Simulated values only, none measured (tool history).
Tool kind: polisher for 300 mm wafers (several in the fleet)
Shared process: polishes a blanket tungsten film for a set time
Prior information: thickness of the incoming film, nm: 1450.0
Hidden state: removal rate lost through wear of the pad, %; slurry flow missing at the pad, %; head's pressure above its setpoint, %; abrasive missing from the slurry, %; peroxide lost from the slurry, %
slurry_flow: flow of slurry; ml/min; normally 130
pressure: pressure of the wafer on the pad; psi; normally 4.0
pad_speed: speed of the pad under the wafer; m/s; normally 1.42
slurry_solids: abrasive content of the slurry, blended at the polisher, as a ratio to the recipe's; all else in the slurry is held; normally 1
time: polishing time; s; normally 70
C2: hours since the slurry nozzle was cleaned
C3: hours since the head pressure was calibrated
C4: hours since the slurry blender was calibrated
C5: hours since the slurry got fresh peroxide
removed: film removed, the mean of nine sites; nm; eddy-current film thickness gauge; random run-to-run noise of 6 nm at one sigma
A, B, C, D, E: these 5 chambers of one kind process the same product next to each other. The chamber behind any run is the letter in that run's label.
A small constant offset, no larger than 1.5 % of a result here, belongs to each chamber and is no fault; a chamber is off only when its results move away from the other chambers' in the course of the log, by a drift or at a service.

Run 1C, hour 8.1: usual settings; wafers polished on this pad 186; C2 10.8; C3 359.3; C4 196.8; C5 155.9. Result: removed 503.34 nm.
At hour 9.8: chamber E: slurry blender recalibrated.
Run 2B, hour 20.8: usual settings; wafers polished on this pad 480; C2 570.8; C3 609.5; C4 122.7; C5 37.7. Result: removed 514.40 nm.
At hour 24.6: chamber E: slurry nozzle cleaned.
At hour 24.6: chamber E: slurry tank refilled with fresh slurry and peroxide.
Run 3D, hour 28.3: usual settings; wafers polished on this pad 408; C2 313.1; C3 140.8; C4 271.5; C5 78.6. Result: removed 501.40 nm.
Run 4E, hour 40.4: usual settings; wafers polished on this pad 443; C2 15.9; C3 147.1; C4 30.6; C5 15.9. Result: removed 516.05 nm.
At hour 40.7: chamber D: slurry blender recalibrated.
At hour 43.8: chamber C: slurry tank refilled with fresh slurry and peroxide.
Run 5A, hour 47.3: usual settings; wafers polished on this pad 737; C2 263.2; C3 709.3; C4 309.0; C5 63.0. Result: removed 505.43 nm.
At hour 50.5: chamber E: worn pad replaced by a new one.
At hour 54.4: chamber D: worn pad replaced by a new one.
Run 6C, hour 59.3: usual settings but slurry_flow 100 ml/min, pressure 4.6 psi; wafers polished on this pad 607; C2 62.0; C3 410.5; C4 248.0; C5 15.6. Result: removed 540.94 nm.
At hour 64.3: chamber A: slurry blender recalibrated.
Run 7D, hour 67.0: usual settings but slurry_flow 100 ml/min, pressure 4.6 psi; wafers polished on this pad 103; C2 351.8; C3 179.5; C4 26.4; C5 117.3. Result: removed 536.79 nm.
Run 8B, hour 79.3: usual settings but slurry_flow 100 ml/min, pressure 4.6 psi; wafers polished on this pad 961; C2 629.3; C3 668.0; C4 181.2; C5 96.2. Result: removed 549.95 nm.
At hour 82.3: chamber D: slurry tank refilled with fresh slurry and peroxide.
At hour 87.6: chamber E: slurry tank refilled with fresh slurry and peroxide.
Run 9A, hour 90.1: usual settings but slurry_flow 100 ml/min, pressure 4.6 psi; wafers polished on this pad 1089; C2 306.0; C3 752.1; C4 25.9; C5 105.8. Result: removed 547.16 nm.
At hour 97.4: chamber B: slurry tank refilled with fresh slurry and peroxide.
Run 10E, hour 99.6: usual settings but slurry_flow 100 ml/min, pressure 4.6 psi; wafers polished on this pad 404; C2 75.1; C3 206.3; C4 89.8; C5 12.0. Result: removed 539.52 nm.
At hour 107.8: chamber B: slurry blender recalibrated.
At hour 108.2: chamber C: slurry blender recalibrated.
Run 11D, hour 111.1: usual settings; wafers polished on this pad 466; C2 395.9; C3 223.6; C4 70.5; C5 28.8. Result: removed 489.21 nm.
At hour 113.7: chamber B: worn pad replaced by a new one.
At hour 113.7: chamber A: worn pad replaced by a new one.
At hour 113.9: chamber B: slurry nozzle cleaned.
At hour 115.7: chamber E: slurry blender recalibrated.
Run 12E, hour 118.1: usual settings; wafers polished on this pad 556; C2 93.6; C3 224.8; C4 2.5; C5 30.5. Result: removed 499.52 nm.
At hour 121.9: chamber E: worn pad replaced by a new one.
Run 13B, hour 129.6: usual settings; wafers polished on this pad 130; C2 15.8; C3 718.3; C4 21.9; C5 32.2. Result: removed 505.82 nm.
Run 14C, hour 140.2: usual settings; wafers polished on this pad 1273; C2 142.9; C3 491.4; C4 32.0; C5 96.5. Result: removed 506.65 nm.
At hour 142.1: chamber D: worn pad replaced by a new one.
At hour 143.9: chamber E: slurry tank refilled with fresh slurry and peroxide.
At hour 147.7: chamber A: slurry tank refilled with fresh slurry and peroxide.
Run 15A, hour 148.5: usual settings; wafers polished on this pad 286; C2 364.4; C3 810.5; C4 84.3; C5 0.8. Result: removed 499.00 nm.
At hour 158.5: chamber A: head pressure recalibrated.
Run 16A, hour 161.6: usual settings; wafers polished on this pad 394; C2 377.5; C3 3.1; C4 97.4; C5 13.9. Result: removed 497.68 nm.
Run 17B, hour 169.2: usual settings; wafers polished on this pad 456; C2 55.4; C3 757.9; C4 61.5; C5 71.8. Result: removed 513.61 nm.
Run 18D, hour 179.1: usual settings; wafers polished on this pad 304; C2 463.9; C3 291.6; C4 138.5; C5 96.8. Result: removed 491.41 nm.
At hour 187.7: chamber C: worn pad replaced by a new one.
Run 19C, hour 188.6: usual settings; wafers polished on this pad 8; C2 191.3; C3 539.8; C4 80.4; C5 144.9. Result: removed 506.48 nm.
At hour 189.4: chamber E: worn pad replaced by a new one.
At hour 194.7: chamber E: slurry tank refilled with fresh slurry and peroxide.
Run 20E, hour 200.7: usual settings; wafers polished on this pad 93; C2 176.2; C3 307.4; C4 85.1; C5 6.1. Result: removed 493.60 nm.
At hour 204.2: chamber D: slurry tank refilled with fresh slurry and peroxide.
Run 21A, hour 209.0: usual settings; wafers polished on this pad 784; C2 424.9; C3 50.5; C4 144.8; C5 61.3. Result: removed 504.82 nm.
At hour 214.8: chamber E: slurry blender recalibrated.
Run 22E, hour 215.9: usual settings; wafers polished on this pad 218; C2 191.4; C3 322.6; C4 1.2; C5 21.3. Result: removed 502.85 nm.
At hour 216.1: chamber B: slurry tank refilled with fresh slurry and peroxide.
Run 23C, hour 225.4: usual settings; wafers polished on this pad 310; C2 228.1; C3 576.6; C4 117.2; C5 181.7. Result: removed 505.28 nm.
At hour 229.5: chamber D: worn pad replaced by a new one.
Run 24D, hour 238.4: usual settings; wafers polished on this pad 73; C2 523.2; C3 350.9; C4 197.8; C5 34.2. Result: removed 506.06 nm.
Run 25B, hour 244.4: usual settings; wafers polished on this pad 1075; C2 130.6; C3 833.1; C4 136.7; C5 28.3. Result: removed 502.14 nm.
At hour 246.5: chamber C: slurry tank refilled with fresh slurry and peroxide.
At hour 247.4: chamber A: slurry nozzle cleaned.
At hour 250.3: chamber E: slurry tank refilled with fresh slurry and peroxide.
Run 26A, hour 253.7: usual settings but pressure 5.2 psi, pad_speed 1.74 m/s; wafers polished on this pad 1152; C2 6.4; C3 95.2; C4 189.5; C5 106.0. Result: removed 801.66 nm.
At hour 255.2: chamber E: worn pad replaced by a new one.
At hour 259.0: chamber C: head pressure recalibrated.
Run 27C, hour 265.2: usual settings but pressure 5.2 psi, pad_speed 1.74 m/s; wafers polished on this pad 638; C2 267.9; C3 6.2; C4 157.0; C5 18.7. Result: removed 794.10 nm.
At hour 277.0: chamber E: slurry nozzle cleaned.
Run 28D, hour 278.2: usual settings but pressure 5.2 psi, pad_speed 1.74 m/s; wafers polished on this pad 400; C2 563.0; C3 390.7; C4 237.6; C5 74.0. Result: removed 804.83 nm.
Run 29E, hour 290.3: usual settings but pressure 5.2 psi, pad_speed 1.74 m/s; wafers polished on this pad 289; C2 13.3; C3 397.0; C4 75.6; C5 40.0. Result: removed 793.54 nm.
Run 30B, hour 296.5: usual settings but pressure 5.2 psi, pad_speed 1.74 m/s; wafers polished on this pad 1503; C2 182.7; C3 885.2; C4 188.8; C5 80.4. Result: removed 801.59 nm.

For the next run the whole fleet of 5 chambers uses the same settings. Give each chamber's results:
Run 31A, hour 306.0: usual settings. Result: removed ?.
Run 31B, hour 306.0: usual settings. Result: removed ?.
Run 31C, hour 306.0: usual settings. Result: removed ?.
Run 31D, hour 306.0: usual settings. Result: removed ?.
Run 31E, hour 306.0: usual settings. Result: removed ?.

run  removed
31A   508.03
31B   495.21
31C   498.17
31D   483.62
31E   501.54
